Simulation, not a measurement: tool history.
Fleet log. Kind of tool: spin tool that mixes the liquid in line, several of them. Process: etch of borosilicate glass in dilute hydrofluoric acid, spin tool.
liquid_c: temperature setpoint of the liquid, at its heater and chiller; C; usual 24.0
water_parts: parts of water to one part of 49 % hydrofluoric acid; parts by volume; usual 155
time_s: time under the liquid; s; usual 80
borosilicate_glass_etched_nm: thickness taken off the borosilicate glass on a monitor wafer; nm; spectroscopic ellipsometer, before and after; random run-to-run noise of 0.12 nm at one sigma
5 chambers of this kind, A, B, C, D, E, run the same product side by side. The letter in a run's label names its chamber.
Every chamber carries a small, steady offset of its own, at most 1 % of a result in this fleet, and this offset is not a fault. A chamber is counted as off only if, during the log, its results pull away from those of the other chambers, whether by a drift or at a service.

run,day,liquid_c,water_parts,time_s,hours since the thermometer was replaced,hours since the hydrofluoric acid flow meter was replaced,"read-back film thickness of the borosilicate glass reference wafer, read on the same gauge (nm)",borosilicate_glass_etched_nm
1E,0.196,24.0,155,80,277.9,1098.6,120.00,13.964
2D,0.471,24.0,155,80,1687.4,2074.7,120.02,13.769
3C,0.696,24.0,155,80,798.0,1487.9,120.02,13.864
# day 1.029: chamber D: thermometer replaced
4A,1.038,24.0,155,80,230.2,1611.1,120.00,14.093
5B,1.312,24.0,155,80,222.0,59.6,119.98,14.292
6D,1.496,24.0,155,80,11.2,2099.3,119.98,13.988
7E,1.842,24.0,115,65,317.4,1138.1,119.99,16.102
8A,2.112,24.0,115,65,256.0,1636.9,120.03,16.085
9C,2.367,24.0,115,65,838.1,1528.0,119.99,16.002
10B,2.538,24.0,115,65,251.4,89.0,119.95,16.246
11A,2.742,24.0,115,65,271.1,1652.0,120.01,16.209
12D,3.017,24.0,155,80,47.7,2135.8,120.01,13.780
13E,3.179,24.0,155,80,349.5,1170.2,119.98,14.110
# day 3.271: chamber D: hydrofluoric acid flow meter replaced
14B,3.362,24.0,155,80,271.2,108.8,120.00,13.958
15C,3.538,24.0,155,80,866.2,1556.1,120.00,13.689
16C,3.696,24.0,155,80,870.0,1559.9,120.03,13.627
17E,4.004,24.0,155,80,369.3,1190.0,120.00,14.144
18B,4.329,29.0,225,80,294.4,132.0,120.03,10.669
19A,4.658,29.0,225,80,317.1,1698.0,119.99,10.668
20D,5.004,29.0,225,80,95.4,41.7,120.01,10.775
21D,5.346,29.0,225,80,103.6,49.9,120.01,10.639
22E,5.550,29.0,225,80,406.4,1227.1,119.99,10.841
23A,5.775,24.0,155,80,343.9,1724.8,119.98,14.016
24C,6.062,24.0,155,80,926.8,1616.7,119.98,13.156
25B,6.246,24.0,155,80,340.4,178.0,120.02,13.920
26A,6.446,24.0,155,80,360.0,1740.9,119.99,13.966
27E,6.633,24.0,155,80,432.4,1253.1,119.97,14.021
# day 6.808: chamber C: thermometer replaced
28D,6.892,24.0,155,80,140.7,87.0,120.00,14.067
29B,7.183,24.0,155,80,362.9,200.5,119.98,14.136
30C,7.417,24.0,155,80,14.7,1649.2,119.99,13.159
31B,7.700,24.0,155,80,375.3,212.9,120.02,13.861
32D,8.025,24.0,155,80,167.9,114.2,119.98,13.916
33E,8.242,20.5,155,80,471.0,1291.7,120.01,12.292
34A,8.462,20.5,155,80,408.4,1789.3,119.98,12.222
35C,8.725,20.5,155,80,46.1,1680.6,119.97,11.350
36B,8.975,20.5,155,80,405.9,243.5,120.05,12.072
37E,9.233,20.5,155,80,494.8,1315.5,120.01,12.285
38A,9.567,24.0,155,80,434.9,1815.8,120.00,14.230
39D,9.729,24.0,155,80,208.8,155.1,119.98,13.841
40C,10.029,24.0,155,80,77.4,1711.9,120.01,12.397

Is one chamber out of step, is the gauge drifting, or do the chambers differ by no more than their own small offsets? For an off chamber, give its letter and the likeliest cause.

Chamber C drifts away from the others.
What lies behind it: hydrofluoric acid flow below the setpoint (%) = 9.28.

Below are 4 candidate recipes for chamber C's next run, each the usual settings with a change, their results shown as question marks. Which of them brings C's results back in line with what the other chambers give on the usual settings?
To be in line, a result may differ from the other chambers' mean on the usual settings by at most: borosilicate_glass_etched_nm 0.4200 nm
41C-1,10.283,24.0,160,75,,,,?
41C-2,10.283,23.5,185,80,,,,?
41C-3,10.283,24.0,140,90,,,,?
41C-4,10.283,24.0,140,80,,,,?

Mean of the other chambers on the usual settings: borosilicate_glass_etched_nm 14.0320 nm
run,borosilicate_glass_etched_nm
41C-1,11.3070
41C-2,9.9141
41C-3,15.9350
41C-4,14.1640
It is 41C-4 that realigns the chamber with its peers.

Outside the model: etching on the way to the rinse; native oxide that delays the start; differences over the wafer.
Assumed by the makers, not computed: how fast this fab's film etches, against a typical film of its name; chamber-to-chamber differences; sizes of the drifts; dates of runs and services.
